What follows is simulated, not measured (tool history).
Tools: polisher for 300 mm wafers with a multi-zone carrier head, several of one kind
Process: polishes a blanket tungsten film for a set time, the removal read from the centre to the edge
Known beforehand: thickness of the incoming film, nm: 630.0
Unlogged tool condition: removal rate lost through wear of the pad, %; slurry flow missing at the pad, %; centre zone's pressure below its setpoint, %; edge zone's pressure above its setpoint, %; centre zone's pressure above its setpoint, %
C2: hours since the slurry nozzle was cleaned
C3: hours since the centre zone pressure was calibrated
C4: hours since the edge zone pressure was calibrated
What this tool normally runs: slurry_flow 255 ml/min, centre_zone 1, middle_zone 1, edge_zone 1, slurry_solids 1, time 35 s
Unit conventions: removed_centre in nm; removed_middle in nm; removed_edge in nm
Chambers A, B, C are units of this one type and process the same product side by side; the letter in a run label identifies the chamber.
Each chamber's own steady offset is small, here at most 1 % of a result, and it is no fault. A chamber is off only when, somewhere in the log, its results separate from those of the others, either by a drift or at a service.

Run 1A, hour 7.8: usual settings; wafers polished on this pad 1037; C2 200.9; C3 1073.7; C4 247.8. Result: removed_centre 234.94 nm, removed_middle 237.01 nm, removed_edge 235.76 nm.
At hour 18.6: chamber A: worn pad replaced by a new one.
Run 2C, hour 20.8: usual settings; wafers polished on this pad 570; C2 453.7; C3 647; C4 37.9. Result: removed_centre 237.51 nm, removed_middle 239.05 nm, removed_edge 232.74 nm.
Run 3B, hour 26.8: usual settings; wafers polished on this pad 965; C2 197.7; C3 61.5; C4 173.4. Result: removed_centre 233.94 nm, removed_middle 237.56 nm, removed_edge 233.32 nm.
At hour 31: chamber B: worn pad replaced by a new one.
Run 4A, hour 39: usual settings; wafers polished on this pad 302; C2 232.1; C3 1104.9; C4 279. Result: removed_centre 240.41 nm, removed_middle 246.9 nm, removed_edge 237.32 nm.
Run 5B, hour 52.3: usual settings; wafers polished on this pad 315; C2 223.2; C3 87; C4 198.9. Result: removed_centre 236.7 nm, removed_middle 240.79 nm, removed_edge 237.62 nm.
At hour 52.8: chamber C: worn pad replaced by a new one.
Run 6C, hour 59.9: usual settings; wafers polished on this pad 105; C2 492.8; C3 686.1; C4 77. Result: removed_centre 239.13 nm, removed_middle 236.45 nm, removed_edge 239.99 nm.
Run 7C, hour 72: usual settings; wafers polished on this pad 284; C2 504.9; C3 698.2; C4 89.1. Result: removed_centre 237.24 nm, removed_middle 233.81 nm, removed_edge 241.34 nm.
At hour 77.6: chamber A: centre zone pressure recalibrated.
Run 8A, hour 79.3: usual settings but centre_zone 1.1; wafers polished on this pad 897; C2 272.4; C3 1.8; C4 319.3. Result: removed_centre 263.78 nm, removed_middle 232.78 nm, removed_edge 235.01 nm.
Run 9B, hour 92.7: usual settings but centre_zone 1.1; wafers polished on this pad 911; C2 263.6; C3 127.4; C4 239.3. Result: removed_centre 261.54 nm, removed_middle 230.67 nm, removed_edge 242.6 nm.
At hour 96: chamber A: worn pad replaced by a new one.
At hour 103.2: chamber B: worn pad replaced by a new one.
Run 10A, hour 103.5: usual settings but centre_zone 1.1; wafers polished on this pad 112; C2 296.6; C3 26; C4 343.5. Result: removed_centre 261.41 nm, removed_middle 232.26 nm, removed_edge 236.19 nm.
At hour 108.5: chamber C: worn pad replaced by a new one.
Run 11B, hour 111.7: usual settings; wafers polished on this pad 125; C2 282.6; C3 146.4; C4 258.3. Result: removed_centre 234.36 nm, removed_middle 240.85 nm, removed_edge 241.93 nm.
Run 12C, hour 121.1: usual settings; wafers polished on this pad 187; C2 554; C3 747.3; C4 138.2. Result: removed_centre 235.67 nm, removed_middle 236.52 nm, removed_edge 237.26 nm.
Run 13A, hour 134: usual settings; wafers polished on this pad 562; C2 327.1; C3 56.5; C4 374. Result: removed_centre 240.1 nm, removed_middle 234.02 nm, removed_edge 232.16 nm.
Run 14B, hour 143.8: usual settings; wafers polished on this pad 600; C2 314.7; C3 178.5; C4 290.4. Result: removed_centre 236.07 nm, removed_middle 234.11 nm, removed_edge 242.32 nm.
At hour 149.2: chamber C: centre zone pressure recalibrated.
Run 15C, hour 154.9: usual settings; wafers polished on this pad 686; C2 587.8; C3 5.7; C4 172. Result: removed_centre 255.06 nm, removed_middle 235.09 nm, removed_edge 238.62 nm.
At hour 165.3: chamber C: worn pad replaced by a new one.
At hour 167: chamber A: edge zone pressure recalibrated.
Run 16C, hour 167.1: usual settings; wafers polished on this pad 26; C2 600; C3 17.9; C4 184.2. Result: removed_centre 252.08 nm, removed_middle 236.16 nm, removed_edge 238.17 nm.
At hour 171.2: chamber A: worn pad replaced by a new one.
At hour 171.6: chamber C: slurry nozzle cleaned.
Run 17A, hour 176.9: usual settings; wafers polished on this pad 85; C2 370; C3 99.4; C4 9.9. Result: removed_centre 235.28 nm, removed_middle 235.92 nm, removed_edge 236.78 nm.
At hour 179.5: chamber B: worn pad replaced by a new one.
Run 18B, hour 186.5: usual settings but time 42 s; wafers polished on this pad 104; C2 357.4; C3 221.2; C4 333.1. Result: removed_centre 288.02 nm, removed_middle 286.18 nm, removed_edge 290.19 nm.
Run 19C, hour 199.3: usual settings but time 42 s; wafers polished on this pad 502; C2 27.7; C3 50.1; C4 216.4. Result: removed_centre 303.79 nm, removed_middle 284.02 nm, removed_edge 284.46 nm.
Run 20A, hour 206.1: usual settings but time 42 s; wafers polished on this pad 516; C2 399.2; C3 128.6; C4 39.1. Result: removed_centre 285.52 nm, removed_middle 284.4 nm, removed_edge 283.75 nm.
Run 21B, hour 215.9: usual settings; wafers polished on this pad 538; C2 386.8; C3 250.6; C4 362.5. Result: removed_centre 234.86 nm, removed_middle 233.9 nm, removed_edge 239.09 nm.
Run 22C, hour 228: usual settings; wafers polished on this pad 926; C2 56.4; C3 78.8; C4 245.1. Result: removed_centre 255.05 nm, removed_middle 234.07 nm, removed_edge 245.43 nm.
At hour 234.2: chamber C: worn pad replaced by a new one.
Run 23B, hour 234.9: usual settings; wafers polished on this pad 819; C2 405.8; C3 269.6; C4 381.5. Result: removed_centre 237.54 nm, removed_middle 237.56 nm, removed_edge 238.07 nm.
Run 24A, hour 244.6: usual settings; wafers polished on this pad 1085; C2 437.7; C3 167.1; C4 77.6. Result: removed_centre 238 nm, removed_middle 236.74 nm, removed_edge 237.48 nm.
At hour 245.9: chamber A: slurry nozzle cleaned.
At hour 251.5: chamber B: worn pad replaced by a new one.
Run 25B, hour 253.2: usual settings; wafers polished on this pad 25; C2 424.1; C3 287.9; C4 399.8. Result: removed_centre 237.96 nm, removed_middle 235.14 nm, removed_edge 233.71 nm.
At hour 258: chamber A: worn pad replaced by a new one.
Run 26A, hour 265.7: usual settings; wafers polished on this pad 114; C2 19.9; C3 188.2; C4 98.7. Result: removed_centre 235.56 nm, removed_middle 236.02 nm, removed_edge 240.42 nm.
Run 27C, hour 277.7: usual settings; wafers polished on this pad 642; C2 106.1; C3 128.5; C4 294.8. Result: removed_centre 254.23 nm, removed_middle 237.74 nm, removed_edge 238.24 nm.
At hour 281.6: chamber B: centre zone pressure recalibrated.
Run 28A, hour 289.1: usual settings but centre_zone 1.1, time 42 s; wafers polished on this pad 460; C2 43.3; C3 211.6; C4 122.1. Result: removed_centre 315.33 nm, removed_middle 290.46 nm, removed_edge 281.55 nm.
Run 29C, hour 296: usual settings but centre_zone 1.1, time 42 s; wafers polished on this pad 913; C2 124.4; C3 146.8; C4 313.1. Result: removed_centre 341.77 nm, removed_middle 279.28 nm, removed_edge 285.21 nm.
At hour 298.2: chamber C: edge zone pressure recalibrated.
At hour 298.6: chamber C: worn pad replaced by a new one.
Run 30B, hour 302.3: usual settings but centre_zone 1.1, time 42 s; wafers polished on this pad 750; C2 473.2; C3 20.7; C4 448.9. Result: removed_centre 315.19 nm, removed_middle 283.56 nm, removed_edge 287.36 nm.
Run 31C, hour 310: usual settings; wafers polished on this pad 169; C2 138.4; C3 160.8; C4 11.8. Result: removed_centre 255.39 nm, removed_middle 234.66 nm, removed_edge 235.89 nm.
At hour 315.1: chamber B: worn pad replaced by a new one.
Run 32B, hour 318.2: usual settings but slurry_solids 0.9; wafers polished on this pad 45; C2 489.1; C3 36.6; C4 464.8. Result: removed_centre 233.19 nm, removed_middle 232.01 nm, removed_edge 232.05 nm.

Each of the 3 chambers runs these same settings next. Fill in every chamber's results:
Run 33A, hour 327.8: usual settings. Result: removed_centre ?, removed_middle ?, removed_edge ?.
Run 33B, hour 327.8: usual settings. Result: removed_centre ?, removed_middle ?, removed_edge ?.
Run 33C, hour 327.8: usual settings. Result: removed_centre ?, removed_middle ?, removed_edge ?.

run  removed_centre  removed_middle  removed_edge
33A          236.77          241.98        241.71
33B          239.41          232.66        238.21
33C          255.14          239.49        238.77

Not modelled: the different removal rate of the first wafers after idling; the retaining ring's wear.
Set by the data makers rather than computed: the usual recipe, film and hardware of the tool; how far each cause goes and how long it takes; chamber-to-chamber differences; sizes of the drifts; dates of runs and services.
